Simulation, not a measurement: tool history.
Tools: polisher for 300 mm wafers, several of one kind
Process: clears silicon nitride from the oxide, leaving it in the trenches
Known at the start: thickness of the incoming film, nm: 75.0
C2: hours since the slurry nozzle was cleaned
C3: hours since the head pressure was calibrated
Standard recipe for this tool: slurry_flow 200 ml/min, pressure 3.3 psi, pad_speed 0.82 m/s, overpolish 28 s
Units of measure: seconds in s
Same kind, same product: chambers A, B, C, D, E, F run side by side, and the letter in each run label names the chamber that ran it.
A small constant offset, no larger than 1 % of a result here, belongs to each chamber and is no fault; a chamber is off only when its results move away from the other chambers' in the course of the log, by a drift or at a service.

-- hour=6.1 chamber A: worn pad replaced by a new one
run 1C hour=10.5 | slurry_flow=200 pressure=3.3 pad_speed=0.82 overpolish=28 | wafers_polished_on_this_pad=909 C2=151.7 C3=113.2 | seconds=86.11
-- hour=12.8 chamber C: worn pad replaced by a new one
run 2B hour=22.7 | slurry_flow=200 pressure=3.3 pad_speed=0.82 overpolish=28 | wafers_polished_on_this_pad=333 C2=539.2 C3=458.6 | seconds=85.494
run 3A hour=34.6 | slurry_flow=200 pressure=3.3 pad_speed=0.82 overpolish=28 | wafers_polished_on_this_pad=265 C2=210 C3=187.2 | seconds=85.801
-- hour=39.3 chamber F: worn pad replaced by a new one
run 4E hour=48.3 | slurry_flow=200 pressure=3.3 pad_speed=0.82 overpolish=28 | wafers_polished_on_this_pad=554 C2=338.6 C3=496 | seconds=88.72
run 5F hour=61.5 | slurry_flow=200 pressure=3.3 pad_speed=0.82 overpolish=28 | wafers_polished_on_this_pad=207 C2=348.2 C3=863.6 | seconds=88.425
run 6D hour=74.7 | slurry_flow=200 pressure=3.3 pad_speed=0.82 overpolish=28 | wafers_polished_on_this_pad=967 C2=605.4 C3=857.8 | seconds=87.669
-- hour=76.5 chamber E: head pressure recalibrated
-- hour=78.2 chamber E: worn pad replaced by a new one
run 7C hour=85.4 | slurry_flow=200 pressure=3.3 pad_speed=0.82 overpolish=28 | wafers_polished_on_this_pad=676 C2=226.6 C3=188.1 | seconds=89.291
-- hour=95.3 chamber C: worn pad replaced by a new one
run 8B hour=96.6 | slurry_flow=200 pressure=3.3 pad_speed=0.82 overpolish=28 | wafers_polished_on_this_pad=1021 C2=613.1 C3=532.5 | seconds=88.61
-- hour=100.7 chamber B: worn pad replaced by a new one
run 9F hour=108.2 | slurry_flow=200 pressure=3.3 pad_speed=0.82 overpolish=28 | wafers_polished_on_this_pad=642 C2=394.9 C3=910.3 | seconds=86.954
-- hour=115.6 chamber A: worn pad replaced by a new one
run 10E hour=116.4 | slurry_flow=200 pressure=3.3 pad_speed=1.04 overpolish=28 | wafers_polished_on_this_pad=356 C2=406.7 C3=39.9 | seconds=70.32
run 11A hour=125.8 | slurry_flow=200 pressure=3.3 pad_speed=1.04 overpolish=28 | wafers_polished_on_this_pad=95 C2=301.2 C3=278.4 | seconds=68.191
run 12D hour=137.4 | slurry_flow=200 pressure=3.3 pad_speed=1.04 overpolish=28 | wafers_polished_on_this_pad=1551 C2=668.1 C3=920.5 | seconds=66.085
run 13C hour=144.6 | slurry_flow=200 pressure=3.3 pad_speed=1.04 overpolish=28 | wafers_polished_on_this_pad=459 C2=285.8 C3=247.3 | seconds=70.463
-- hour=152.8 chamber F: worn pad replaced by a new one
run 14A hour=158.8 | slurry_flow=200 pressure=3.3 pad_speed=1.04 overpolish=28 | wafers_polished_on_this_pad=402 C2=334.2 C3=311.4 | seconds=67.769
run 15E hour=173.5 | slurry_flow=200 pressure=3.3 pad_speed=1.04 overpolish=28 | wafers_polished_on_this_pad=888 C2=463.8 C3=97 | seconds=68.699
run 16F hour=187.7 | slurry_flow=200 pressure=3.3 pad_speed=0.82 overpolish=28 | wafers_polished_on_this_pad=325 C2=474.4 C3=989.8 | seconds=87.428
-- hour=190.8 chamber E: worn pad replaced by a new one
-- hour=191.9 chamber C: worn pad replaced by a new one
run 17B hour=199.3 | slurry_flow=200 pressure=3.3 pad_speed=0.82 overpolish=28 | wafers_polished_on_this_pad=919 C2=715.8 C3=635.2 | seconds=89.586
run 18D hour=206.3 | slurry_flow=200 pressure=3.3 pad_speed=0.82 overpolish=28 | wafers_polished_on_this_pad=2192 C2=737 C3=989.4 | seconds=91.413
run 19B hour=215.1 | slurry_flow=170 pressure=3.3 pad_speed=0.82 overpolish=40 | wafers_polished_on_this_pad=1066 C2=731.6 C3=651 | seconds=88.052
-- hour=222.4 chamber B: worn pad replaced by a new one
run 20C hour=224.2 | slurry_flow=170 pressure=3.3 pad_speed=0.82 overpolish=40 | wafers_polished_on_this_pad=301 C2=365.4 C3=326.9 | seconds=85.745
run 21A hour=232.5 | slurry_flow=170 pressure=3.3 pad_speed=0.82 overpolish=40 | wafers_polished_on_this_pad=1088 C2=407.9 C3=385.1 | seconds=91.332
-- hour=239.4 chamber D: slurry nozzle cleaned
-- hour=241.7 chamber A: worn pad replaced by a new one
run 22D hour=245.3 | slurry_flow=170 pressure=3.3 pad_speed=0.82 overpolish=40 | wafers_polished_on_this_pad=2556 C2=5.9 C3=1028.4 | seconds=93.98
-- hour=247 chamber F: worn pad replaced by a new one
run 23F hour=254 | slurry_flow=170 pressure=3.3 pad_speed=0.82 overpolish=40 | wafers_polished_on_this_pad=65 C2=540.7 C3=1056.1 | seconds=91.594
run 24E hour=260.7 | slurry_flow=170 pressure=3.3 pad_speed=0.82 overpolish=40 | wafers_polished_on_this_pad=651 C2=551 C3=184.2 | seconds=89.316
-- hour=267.4 chamber C: worn pad replaced by a new one
-- hour=271.4 chamber B: head pressure recalibrated
-- hour=271.8 chamber B: slurry nozzle cleaned
run 25E hour=274 | slurry_flow=200 pressure=3.3 pad_speed=0.82 overpolish=28 | wafers_polished_on_this_pad=775 C2=564.3 C3=197.5 | seconds=88.05
run 26F hour=283.4 | slurry_flow=200 pressure=3.3 pad_speed=0.82 overpolish=28 | wafers_polished_on_this_pad=339 C2=570.1 C3=1085.5 | seconds=87.157
-- hour=285.9 chamber E: worn pad replaced by a new one
-- hour=288.7 chamber D: head pressure recalibrated
run 27D hour=292.6 | slurry_flow=200 pressure=3.3 pad_speed=0.82 overpolish=28 | wafers_polished_on_this_pad=2996 C2=53.2 C3=3.9 | seconds=91.544
run 28C hour=301.5 | slurry_flow=160 pressure=2.7 pad_speed=0.82 overpolish=28 | wafers_polished_on_this_pad=317 C2=442.7 C3=404.2 | seconds=110.17
-- hour=309.3 chamber C: slurry nozzle cleaned
run 29A hour=316.3 | slurry_flow=160 pressure=2.7 pad_speed=0.82 overpolish=28 | wafers_polished_on_this_pad=695 C2=491.7 C3=468.9 | seconds=112.11
run 30B hour=329.3 | slurry_flow=160 pressure=2.7 pad_speed=0.82 overpolish=28 | wafers_polished_on_this_pad=995 C2=57.5 C3=57.9 | seconds=109.83
run 31A hour=341 | slurry_flow=160 pressure=2.7 pad_speed=0.82 overpolish=28 | wafers_polished_on_this_pad=925 C2=516.4 C3=493.6 | seconds=109.71
-- hour=341.3 chamber F: slurry nozzle cleaned
-- hour=344.3 chamber B: worn pad replaced by a new one
run 32B hour=348.2 | slurry_flow=160 pressure=2.7 pad_speed=0.82 overpolish=28 | wafers_polished_on_this_pad=36 C2=76.4 C3=76.8 | seconds=111.41
-- hour=348.7 chamber F: worn pad replaced by a new one
-- hour=362 chamber A: worn pad replaced by a new one
run 33E hour=362.2 | slurry_flow=160 pressure=2.7 pad_speed=0.82 overpolish=28 | wafers_polished_on_this_pad=711 C2=652.5 C3=285.7 | seconds=111.66
-- hour=365.9 chamber C: worn pad replaced by a new one
-- hour=369 chamber A: slurry nozzle cleaned
run 34C hour=375.2 | slurry_flow=200 pressure=3.3 pad_speed=0.82 overpolish=28 | wafers_polished_on_this_pad=87 C2=65.9 C3=477.9 | seconds=86.311
-- hour=376.7 chamber F: head pressure recalibrated
-- hour=377.2 chamber E: worn pad replaced by a new one
run 35D hour=388.5 | slurry_flow=200 pressure=3.3 pad_speed=0.82 overpolish=28 | wafers_polished_on_this_pad=3889 C2=149.1 C3=99.8 | seconds=90.909
-- hour=388.8 chamber E: slurry nozzle cleaned
run 36F hour=400.5 | slurry_flow=200 pressure=3.3 pad_speed=0.82 overpolish=28 | wafers_polished_on_this_pad=483 C2=59.2 C3=23.9 | seconds=86.506
run 37A hour=410.8 | slurry_flow=200 pressure=3.3 pad_speed=0.82 overpolish=28 | wafers_polished_on_this_pad=455 C2=41.8 C3=563.4 | seconds=85.696
run 38B hour=424.8 | slurry_flow=200 pressure=3.3 pad_speed=0.82 overpolish=28 | wafers_polished_on_this_pad=750 C2=153 C3=153.4 | seconds=88.859
run 39C hour=431.8 | slurry_flow=250 pressure=3.3 pad_speed=0.82 overpolish=28 | wafers_polished_on_this_pad=614 C2=122.5 C3=534.5 | seconds=85.954
run 40E hour=438.8 | slurry_flow=250 pressure=3.3 pad_speed=0.82 overpolish=28 | wafers_polished_on_this_pad=573 C2=50.1 C3=362.3 | seconds=86.184

The same settings go to every chamber for the next run, one line per chamber below. Forecast the results for each:
run 41A hour=449.4 | slurry_flow=200 pressure=2.3 pad_speed=0.82 overpolish=28 | seconds=?
run 41B hour=449.4 | slurry_flow=200 pressure=2.3 pad_speed=0.82 overpolish=28 | seconds=?
run 41C hour=449.4 | slurry_flow=200 pressure=2.3 pad_speed=0.82 overpolish=28 | seconds=?
run 41D hour=449.4 | slurry_flow=200 pressure=2.3 pad_speed=0.82 overpolish=28 | seconds=?
run 41E hour=449.4 | slurry_flow=200 pressure=2.3 pad_speed=0.82 overpolish=28 | seconds=?
run 41F hour=449.4 | slurry_flow=200 pressure=2.3 pad_speed=0.82 overpolish=28 | seconds=?

run=41A seconds=126.09
run=41B seconds=125.08
run=41C seconds=130.52
run=41D seconds=137.53
run=41E seconds=125.23
run=41F seconds=126.18
